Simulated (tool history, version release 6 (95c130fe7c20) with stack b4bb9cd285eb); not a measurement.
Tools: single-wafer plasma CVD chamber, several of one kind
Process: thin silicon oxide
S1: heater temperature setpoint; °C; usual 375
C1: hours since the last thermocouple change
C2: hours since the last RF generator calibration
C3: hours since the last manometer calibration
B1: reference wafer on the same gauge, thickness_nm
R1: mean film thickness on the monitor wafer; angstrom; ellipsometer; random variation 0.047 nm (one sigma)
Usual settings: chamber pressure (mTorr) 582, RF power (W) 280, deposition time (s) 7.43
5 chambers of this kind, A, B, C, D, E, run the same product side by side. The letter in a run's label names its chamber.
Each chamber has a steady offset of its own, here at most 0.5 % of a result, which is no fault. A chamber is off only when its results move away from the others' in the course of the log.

Run 1E, day 0.404: usual settings; C1 443.1; C2 811.9; C3 873.2; B1 8.0138. Result: R1 97.07 angstrom.
Run 2A, day 0.858: usual settings; C1 2548.3; C2 1063.8; C3 335.8; B1 8.0183. Result: R1 96.363 angstrom.
Run 3C, day 1.333: usual settings; C1 1351.3; C2 626.1; C3 120.4; B1 8.0234. Result: R1 97.732 angstrom.
Run 4D, day 1.758: usual settings; C1 1269.2; C2 1343; C3 1009.4; B1 8.0145. Result: R1 95.677 angstrom.
Run 5B, day 2.296: usual settings; C1 2201; C2 527.7; C3 1496.3; B1 8.0194. Result: R1 97.289 angstrom.
Run 6C, day 2.821: usual settings; C1 1387; C2 661.8; C3 156.1; B1 8.0253. Result: R1 97.608 angstrom.
Run 7E, day 3.158: usual settings; C1 509.2; C2 878; C3 939.3; B1 8.0254. Result: R1 97.159 angstrom.
At day 3.429: chamber E: RF generator calibrated.
Run 8A, day 3.638: usual settings but S1 380 °C, deposition time (s) 7.96; C1 2615; C2 1130.5; C3 402.5; B1 8.0195. Result: R1 102.45 angstrom.
Run 9B, day 3.929: usual settings but S1 380 °C, deposition time (s) 7.96; C1 2240.2; C2 566.9; C3 1535.5; B1 8.028. Result: R1 103.24 angstrom.
Run 10D, day 4.375: usual settings but S1 380 °C, deposition time (s) 7.96; C1 1332; C2 1405.8; C3 1072.2; B1 8.0219. Result: R1 102.12 angstrom.
Run 11A, day 4.688: usual settings but S1 380 °C, deposition time (s) 7.96; C1 2640.2; C2 1155.7; C3 427.7; B1 8.0139. Result: R1 102.84 angstrom.
Run 12B, day 4.954: usual settings but S1 380 °C, deposition time (s) 7.96; C1 2264.8; C2 591.5; C3 1560.1; B1 8.0258. Result: R1 102.57 angstrom.
At day 5.042: chamber A: thermocouple changed; heater temperature recalibrated.
Run 13E, day 5.5: usual settings but S1 366 °C, RF power (W) 320; C1 565.4; C2 49.8; C3 995.5; B1 8.0116. Result: R1 101.68 angstrom.
Run 14D, day 5.771: usual settings but S1 366 °C, RF power (W) 320; C1 1365.5; C2 1439.3; C3 1105.7; B1 8.0265. Result: R1 102.1 angstrom.
At day 5.825: chamber D: capacitance manometer re-zeroed and calibrated.
Run 15C, day 6.146: usual settings but S1 366 °C, RF power (W) 320; C1 1466.8; C2 741.6; C3 235.9; B1 8.0237. Result: R1 102.87 angstrom.
Run 16B, day 6.446: usual settings but S1 366 °C, RF power (W) 320; C1 2300.6; C2 627.3; C3 1595.9; B1 8.0205. Result: R1 102.77 angstrom.
Run 17C, day 7.046: usual settings but S1 366 °C, RF power (W) 320; C1 1488.4; C2 763.2; C3 257.5; B1 8.0205. Result: R1 103.52 angstrom.
Run 18D, day 7.517: usual settings; C1 1407.4; C2 1481.2; C3 40.6; B1 8.0159. Result: R1 95.809 angstrom.
At day 7.867: chamber A: RF generator calibrated.
Run 19A, day 7.962: usual settings but S1 387 °C; C1 70.1; C2 2.4; C3 506.3; B1 8.0197. Result: R1 95.949 angstrom.
Run 20E, day 8.554: usual settings but S1 387 °C; C1 638.7; C2 123.1; C3 1068.8; B1 8.0039. Result: R1 96.246 angstrom.
Run 21D, day 8.821: usual settings but S1 387 °C; C1 1438.7; C2 1512.5; C3 71.9; B1 8.0168. Result: R1 95.386 angstrom.
Run 22A, day 9.212: usual settings but S1 387 °C; C1 100.1; C2 32.4; C3 536.3; B1 8.0236. Result: R1 95.864 angstrom.
Run 23E, day 9.646: usual settings but S1 387 °C; C1 664.9; C2 149.3; C3 1095; B1 8.0161. Result: R1 96.216 angstrom.
Run 24C, day 9.921: usual settings; C1 1557.4; C2 832.2; C3 326.5; B1 8.0157. Result: R1 96.85 angstrom.
Run 25B, day 10.404: usual settings; C1 2395.6; C2 722.3; C3 1690.9; B1 8.02. Result: R1 98.544 angstrom.
Run 26B, day 10.912: usual settings; C1 2407.8; C2 734.5; C3 1703.1; B1 8.0206. Result: R1 100.08 angstrom.
Run 27A, day 11.192: usual settings; C1 147.6; C2 79.9; C3 583.8; B1 8.0186. Result: R1 96.565 angstrom.
Run 28C, day 11.654: usual settings; C1 1599; C2 873.8; C3 368.1; B1 8.0186. Result: R1 96.752 angstrom.
Run 29D, day 11.967: usual settings; C1 1514.2; C2 1588; C3 147.4; B1 8.0269. Result: R1 97.447 angstrom.
Run 30E, day 12.304: usual settings; C1 728.7; C2 213.1; C3 1158.8; B1 8.0146. Result: R1 96.853 angstrom.
Run 31E, day 12.871: usual settings; C1 742.3; C2 226.7; C3 1172.4; B1 8.0137. Result: R1 97.049 angstrom.
Run 32C, day 13.304: usual settings but S1 362 °C, chamber pressure (mTorr) 478; C1 1638.6; C2 913.4; C3 407.7; B1 8.0129. Result: R1 78.836 angstrom.
Run 33D, day 13.729: usual settings but S1 362 °C, chamber pressure (mTorr) 478; C1 1556.5; C2 1630.3; C3 189.7; B1 8.0188. Result: R1 77.221 angstrom.
Run 34A, day 14.138: usual settings but S1 362 °C, chamber pressure (mTorr) 478; C1 218.3; C2 150.6; C3 654.5; B1 8.0169. Result: R1 78.9 angstrom.
At day 14.167: chamber B: thermocouple changed; heater temperature recalibrated.
Run 35B, day 14.562: usual settings but S1 362 °C, chamber pressure (mTorr) 478; C1 9.6; C2 822.1; C3 1790.7; B1 8.0082. Result: R1 81.966 angstrom.
Run 36D, day 15.112: usual settings but S1 362 °C, chamber pressure (mTorr) 478; C1 1589.7; C2 1663.5; C3 222.9; B1 8.0184. Result: R1 76.953 angstrom.

What goes on in this fleet: one chamber off, a drifting gauge, or nothing beyond the chambers' own small offsets? Name the chamber and the cause, if any.

Chamber B drifts away from the others.
Cause: true pressure above the setpoint (%) = 4.5.

Here are 4 candidates for chamber B's next run, each the usual settings with a change, their results left as question marks. Which one brings its results back in line with what the others give on the usual settings?
In line means no further than this from the other chambers' mean on the usual settings: R1 1.6 angstrom
Run 37B-1, day 15.538: usual settings but chamber pressure (mTorr) 611, RF power (W) 285, deposition time (s) 7.65. Result: R1 ?.
Run 37B-2, day 15.538: usual settings but RF power (W) 270, deposition time (s) 6.87. Result: R1 ?.
Run 37B-3, day 15.538: usual settings but chamber pressure (mTorr) 566, deposition time (s) 7.31. Result: R1 ?.
Run 37B-4, day 15.538: usual settings but chamber pressure (mTorr) 608. Result: R1 ?.

The other chambers' mean on the usual settings: R1 96.702 angstrom
  run      R1
37B-1  111.03
37B-2  92.493
37B-3  96.973
37B-4  106.49
37B-3 brings the chamber back in line.
